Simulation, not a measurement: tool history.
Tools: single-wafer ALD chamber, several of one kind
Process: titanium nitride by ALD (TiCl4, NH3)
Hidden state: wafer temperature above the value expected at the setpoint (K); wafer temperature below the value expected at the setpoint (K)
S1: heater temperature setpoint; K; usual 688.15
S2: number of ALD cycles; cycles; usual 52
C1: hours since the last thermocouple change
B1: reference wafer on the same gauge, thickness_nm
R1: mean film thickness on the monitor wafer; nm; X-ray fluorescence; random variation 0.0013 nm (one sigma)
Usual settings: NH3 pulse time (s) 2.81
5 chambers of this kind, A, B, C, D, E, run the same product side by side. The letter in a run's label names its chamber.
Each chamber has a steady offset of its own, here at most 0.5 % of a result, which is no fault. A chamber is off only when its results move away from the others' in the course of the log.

{"run": "1E", "hour": 3.2, "S1": 688.15, "S2": 52, "NH3 pulse time (s)": 2.81, "C1": 474.4, "B1": 1.2501, "R1": 1.1629}
{"run": "2B", "hour": 7.8, "S1": 688.15, "S2": 52, "NH3 pulse time (s)": 2.81, "C1": 1751.2, "B1": 1.2492, "R1": 1.1582}
{"run": "3D", "hour": 11.4, "S1": 688.15, "S2": 52, "NH3 pulse time (s)": 2.81, "C1": 1282.3, "B1": 1.2494, "R1": 1.1584}
{"run": "4A", "hour": 14.6, "S1": 688.15, "S2": 52, "NH3 pulse time (s)": 2.81, "C1": 1347.4, "B1": 1.249, "R1": 1.1699}
{"run": "5C", "hour": 17.1, "S1": 688.15, "S2": 52, "NH3 pulse time (s)": 2.81, "C1": 1360.6, "B1": 1.2491, "R1": 1.1669}
{"run": "6D", "hour": 19.2, "S1": 688.15, "S2": 52, "NH3 pulse time (s)": 2.81, "C1": 1290.1, "B1": 1.2488, "R1": 1.1594}
{"run": "7A", "hour": 22.4, "S1": 688.15, "S2": 52, "NH3 pulse time (s)": 2.81, "C1": 1355.2, "B1": 1.2491, "R1": 1.1695}
{"run": "8B", "hour": 26.6, "S1": 688.15, "S2": 52, "NH3 pulse time (s)": 2.81, "C1": 1770.0, "B1": 1.2488, "R1": 1.1582}
{"run": "9E", "hour": 30.5, "S1": 688.15, "S2": 52, "NH3 pulse time (s)": 2.81, "C1": 501.7, "B1": 1.2485, "R1": 1.1623}
{"run": "10C", "hour": 33.9, "S1": 688.15, "S2": 52, "NH3 pulse time (s)": 2.81, "C1": 1377.4, "B1": 1.2481, "R1": 1.1687}
{"run": "11C", "hour": 38.7, "S1": 688.15, "S2": 52, "NH3 pulse time (s)": 2.81, "C1": 1382.2, "B1": 1.248, "R1": 1.1669}
{"run": "12D", "hour": 41.6, "S1": 688.15, "S2": 52, "NH3 pulse time (s)": 2.81, "C1": 1312.5, "B1": 1.2479, "R1": 1.1538}
{"run": "13A", "hour": 44.2, "S1": 688.15, "S2": 52, "NH3 pulse time (s)": 2.81, "C1": 1377.0, "B1": 1.2476, "R1": 1.1634}
{"run": "14E", "hour": 47.5, "S1": 688.15, "S2": 52, "NH3 pulse time (s)": 2.81, "C1": 518.7, "B1": 1.2475, "R1": 1.1596}
{"run": "15B", "hour": 51.1, "S1": 688.15, "S2": 52, "NH3 pulse time (s)": 2.81, "C1": 1794.5, "B1": 1.2472, "R1": 1.1598}
{"hour": 54.0, "done": "chamber D: thermocouple changed; heater temperature recalibrated"}
{"run": "16A", "hour": 55.2, "S1": 688.15, "S2": 52, "NH3 pulse time (s)": 2.81, "C1": 1388.0, "B1": 1.2473, "R1": 1.1644}
{"run": "17D", "hour": 57.4, "S1": 684.15, "S2": 52, "NH3 pulse time (s)": 2.81, "C1": 3.5, "B1": 1.2471, "R1": 1.1542}
{"run": "18E", "hour": 60.9, "S1": 684.15, "S2": 52, "NH3 pulse time (s)": 2.81, "C1": 532.1, "B1": 1.2469, "R1": 1.1596}
{"run": "19C", "hour": 63.4, "S1": 684.15, "S2": 52, "NH3 pulse time (s)": 2.81, "C1": 1406.9, "B1": 1.2464, "R1": 1.1658}
{"run": "20B", "hour": 67.7, "S1": 684.15, "S2": 52, "NH3 pulse time (s)": 2.81, "C1": 1811.1, "B1": 1.2469, "R1": 1.1567}
{"run": "21E", "hour": 69.8, "S1": 684.15, "S2": 52, "NH3 pulse time (s)": 2.81, "C1": 541.0, "B1": 1.2462, "R1": 1.1572}
{"run": "22A", "hour": 74.2, "S1": 688.15, "S2": 52, "NH3 pulse time (s)": 2.81, "C1": 1407.0, "B1": 1.246, "R1": 1.1644}
{"run": "23C", "hour": 76.4, "S1": 688.15, "S2": 52, "NH3 pulse time (s)": 2.81, "C1": 1419.9, "B1": 1.2458, "R1": 1.1675}
{"run": "24D", "hour": 79.8, "S1": 688.15, "S2": 52, "NH3 pulse time (s)": 2.81, "C1": 25.9, "B1": 1.2458, "R1": 1.1546}
{"run": "25B", "hour": 83.0, "S1": 688.15, "S2": 52, "NH3 pulse time (s)": 2.81, "C1": 1826.4, "B1": 1.2462, "R1": 1.1574}
{"run": "26B", "hour": 86.9, "S1": 688.15, "S2": 52, "NH3 pulse time (s)": 2.81, "C1": 1830.3, "B1": 1.2455, "R1": 1.1582}
{"run": "27A", "hour": 91.0, "S1": 688.15, "S2": 52, "NH3 pulse time (s)": 2.81, "C1": 1423.8, "B1": 1.2452, "R1": 1.1653}
{"run": "28C", "hour": 95.8, "S1": 688.15, "S2": 52, "NH3 pulse time (s)": 2.81, "C1": 1439.3, "B1": 1.2452, "R1": 1.164}
{"run": "29D", "hour": 98.4, "S1": 688.15, "S2": 52, "NH3 pulse time (s)": 2.81, "C1": 44.5, "B1": 1.2449, "R1": 1.1548}
{"run": "30E", "hour": 101.0, "S1": 688.15, "S2": 52, "NH3 pulse time (s)": 2.81, "C1": 572.2, "B1": 1.2452, "R1": 1.1564}
{"run": "31C", "hour": 104.1, "S1": 688.15, "S2": 52, "NH3 pulse time (s)": 2.81, "C1": 1447.6, "B1": 1.2444, "R1": 1.1664}

Next, every chamber runs the same settings. What will each give?
{"run": "32A", "hour": 107.6, "S1": 688.15, "S2": 52, "NH3 pulse time (s)": 2.81, "R1": "?"}
{"run": "32B", "hour": 107.6, "S1": 688.15, "S2": 52, "NH3 pulse time (s)": 2.81, "R1": "?"}
{"run": "32C", "hour": 107.6, "S1": 688.15, "S2": 52, "NH3 pulse time (s)": 2.81, "R1": "?"}
{"run": "32D", "hour": 107.6, "S1": 688.15, "S2": 52, "NH3 pulse time (s)": 2.81, "R1": "?"}
{"run": "32E", "hour": 107.6, "S1": 688.15, "S2": 52, "NH3 pulse time (s)": 2.81, "R1": "?"}

run=32A R1=1.1623
run=32B R1=1.1567
run=32C R1=1.1627
run=32D R1=1.1544
run=32E R1=1.1569
